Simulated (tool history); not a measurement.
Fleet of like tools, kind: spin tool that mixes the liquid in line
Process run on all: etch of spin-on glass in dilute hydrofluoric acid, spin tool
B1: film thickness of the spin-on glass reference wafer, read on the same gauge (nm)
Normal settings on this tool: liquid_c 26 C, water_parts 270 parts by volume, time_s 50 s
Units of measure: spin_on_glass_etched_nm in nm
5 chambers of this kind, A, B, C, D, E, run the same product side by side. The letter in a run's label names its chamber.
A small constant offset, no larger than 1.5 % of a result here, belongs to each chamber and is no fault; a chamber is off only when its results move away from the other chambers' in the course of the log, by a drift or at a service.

Run 1A, hour 14.4: usual settings; B1 29.995. Result: spin_on_glass_etched_nm 6.4947 nm.
Run 2B, hour 25.3: usual settings; B1 30.04. Result: spin_on_glass_etched_nm 6.4735 nm.
Run 3C, hour 33.7: usual settings; B1 30.021. Result: spin_on_glass_etched_nm 6.2195 nm.
Run 4D, hour 49.2: usual settings; B1 30.01. Result: spin_on_glass_etched_nm 6.4329 nm.
Run 5E, hour 58.4: usual settings; B1 29.994. Result: spin_on_glass_etched_nm 6.3965 nm.
Run 6E, hour 73.7: usual settings but time_s 30 s; B1 30.014. Result: spin_on_glass_etched_nm 3.8975 nm.
Run 7C, hour 85.7: usual settings but time_s 30 s; B1 30.014. Result: spin_on_glass_etched_nm 3.8462 nm.
Run 8A, hour 93.2: usual settings but time_s 30 s; B1 30.017. Result: spin_on_glass_etched_nm 3.874 nm.
Run 9B, hour 108.3: usual settings but time_s 30 s; B1 29.994. Result: spin_on_glass_etched_nm 3.8541 nm.
Run 10D, hour 116.9: usual settings but time_s 30 s; B1 30.027. Result: spin_on_glass_etched_nm 3.8764 nm.
Run 11E, hour 130: usual settings; B1 29.988. Result: spin_on_glass_etched_nm 6.3373 nm.
Run 12D, hour 137.5: usual settings; B1 30.018. Result: spin_on_glass_etched_nm 6.4414 nm.
Run 13C, hour 149.7: usual settings; B1 29.993. Result: spin_on_glass_etched_nm 6.4845 nm.
Run 14A, hour 161.2: usual settings; B1 30.001. Result: spin_on_glass_etched_nm 6.387 nm.
At hour 171.9: chamber A: thermometer replaced.
Run 15B, hour 176.2: usual settings; B1 29.994. Result: spin_on_glass_etched_nm 6.536 nm.
Run 16B, hour 188.7: usual settings but water_parts 395 parts by volume, time_s 25 s; B1 29.985. Result: spin_on_glass_etched_nm 1.9345 nm.
Run 17A, hour 202.2: usual settings but water_parts 395 parts by volume, time_s 25 s; B1 29.997. Result: spin_on_glass_etched_nm 1.916 nm.
Run 18E, hour 217: usual settings but water_parts 395 parts by volume, time_s 25 s; B1 30.018. Result: spin_on_glass_etched_nm 1.9637 nm.
Run 19D, hour 231.4: usual settings but water_parts 395 parts by volume, time_s 25 s; B1 29.984. Result: spin_on_glass_etched_nm 1.9535 nm.
Run 20C, hour 244.1: usual settings but water_parts 395 parts by volume, time_s 25 s; B1 29.967. Result: spin_on_glass_etched_nm 1.9273 nm.
Run 21D, hour 256.9: usual settings; B1 29.985. Result: spin_on_glass_etched_nm 6.4835 nm.
Run 22C, hour 268.9: usual settings; B1 29.99. Result: spin_on_glass_etched_nm 6.2738 nm.
Run 23B, hour 276.8: usual settings; B1 29.996. Result: spin_on_glass_etched_nm 6.4866 nm.
Run 24E, hour 291.6: usual settings; B1 30.034. Result: spin_on_glass_etched_nm 6.6767 nm.
Run 25A, hour 304.9: usual settings; B1 30.019. Result: spin_on_glass_etched_nm 6.3681 nm.
At hour 308.9: chamber D: hydrofluoric acid flow meter replaced.
Run 26E, hour 318.6: usual settings; B1 29.97. Result: spin_on_glass_etched_nm 6.7947 nm.
Run 27A, hour 328.8: usual settings; B1 29.996. Result: spin_on_glass_etched_nm 6.3912 nm.
Run 28B, hour 336: usual settings; B1 30.013. Result: spin_on_glass_etched_nm 6.4281 nm.
Run 29C, hour 346.9: usual settings; B1 30.022. Result: spin_on_glass_etched_nm 6.3439 nm.
Run 30D, hour 355.6: usual settings but liquid_c 29 C; B1 30.005. Result: spin_on_glass_etched_nm 7.1774 nm.
Run 31E, hour 362.4: usual settings but liquid_c 29 C; B1 29.991. Result: spin_on_glass_etched_nm 7.2797 nm.
Run 32C, hour 375.7: usual settings but liquid_c 29 C; B1 29.976. Result: spin_on_glass_etched_nm 6.9663 nm.
Run 33A, hour 384.5: usual settings but liquid_c 29 C; B1 30.009. Result: spin_on_glass_etched_nm 7.1172 nm.
Run 34D, hour 395.9: usual settings but liquid_c 29 C; B1 30.019. Result: spin_on_glass_etched_nm 7.1723 nm.
Run 35B, hour 407.8: usual settings; B1 29.988. Result: spin_on_glass_etched_nm 6.4098 nm.
Run 36D, hour 417.3: usual settings; B1 30.001. Result: spin_on_glass_etched_nm 6.45 nm.
Run 37A, hour 432.1: usual settings; B1 30.007. Result: spin_on_glass_etched_nm 6.4667 nm.
Run 38B, hour 439.8: usual settings but water_parts 155 parts by volume; B1 30.013. Result: spin_on_glass_etched_nm 12.943 nm.
Run 39C, hour 446.6: usual settings but water_parts 155 parts by volume; B1 29.993. Result: spin_on_glass_etched_nm 12.943 nm.
Run 40E, hour 461.2: usual settings but water_parts 155 parts by volume; B1 29.99. Result: spin_on_glass_etched_nm 13.926 nm.
Run 41D, hour 471.2: usual settings but water_parts 155 parts by volume; B1 30.015. Result: spin_on_glass_etched_nm 12.906 nm.
Run 42C, hour 485.1: usual settings but water_parts 155 parts by volume; B1 29.993. Result: spin_on_glass_etched_nm 12.803 nm.

Is one chamber off against the others, does the gauge drift, or is nothing wrong? If a chamber is off, say which, and what the likeliest cause is.

Little by little, chamber E moves away from the other chambers.
Likeliest cause: liquid hotter than its thermometer reads (K) = 2.51.
The log might look much the same if the cause were instead: hydrofluoric acid flow above the setpoint (%).

Here are 4 candidates for chamber E's next run, each the usual settings with a change, their results left as question marks. Which one brings its results back in line with what the others give on the usual settings?
Allowed miss from the other chambers' usual-settings mean, per result, to count as in line: spin_on_glass_etched_nm 0.2 nm
Run 43E-1, hour 496.3: usual settings but water_parts 275 parts by volume. Result: spin_on_glass_etched_nm ?.
Run 43E-2, hour 496.3: usual settings but water_parts 285 parts by volume. Result: spin_on_glass_etched_nm ?.
Run 43E-3, hour 496.3: usual settings but water_parts 255 parts by volume. Result: spin_on_glass_etched_nm ?.
Run 43E-4, hour 496.3: usual settings but water_parts 265 parts by volume. Result: spin_on_glass_etched_nm ?.

Other chambers, usual settings, mean: spin_on_glass_etched_nm 6.4308 nm
  run  spin_on_glass_etched_nm
43E-1                   6.7767
43E-2                   6.4638
43E-3                   7.4826
43E-4                   7.1153
With 43E-2, the chamber falls back in line with the rest.
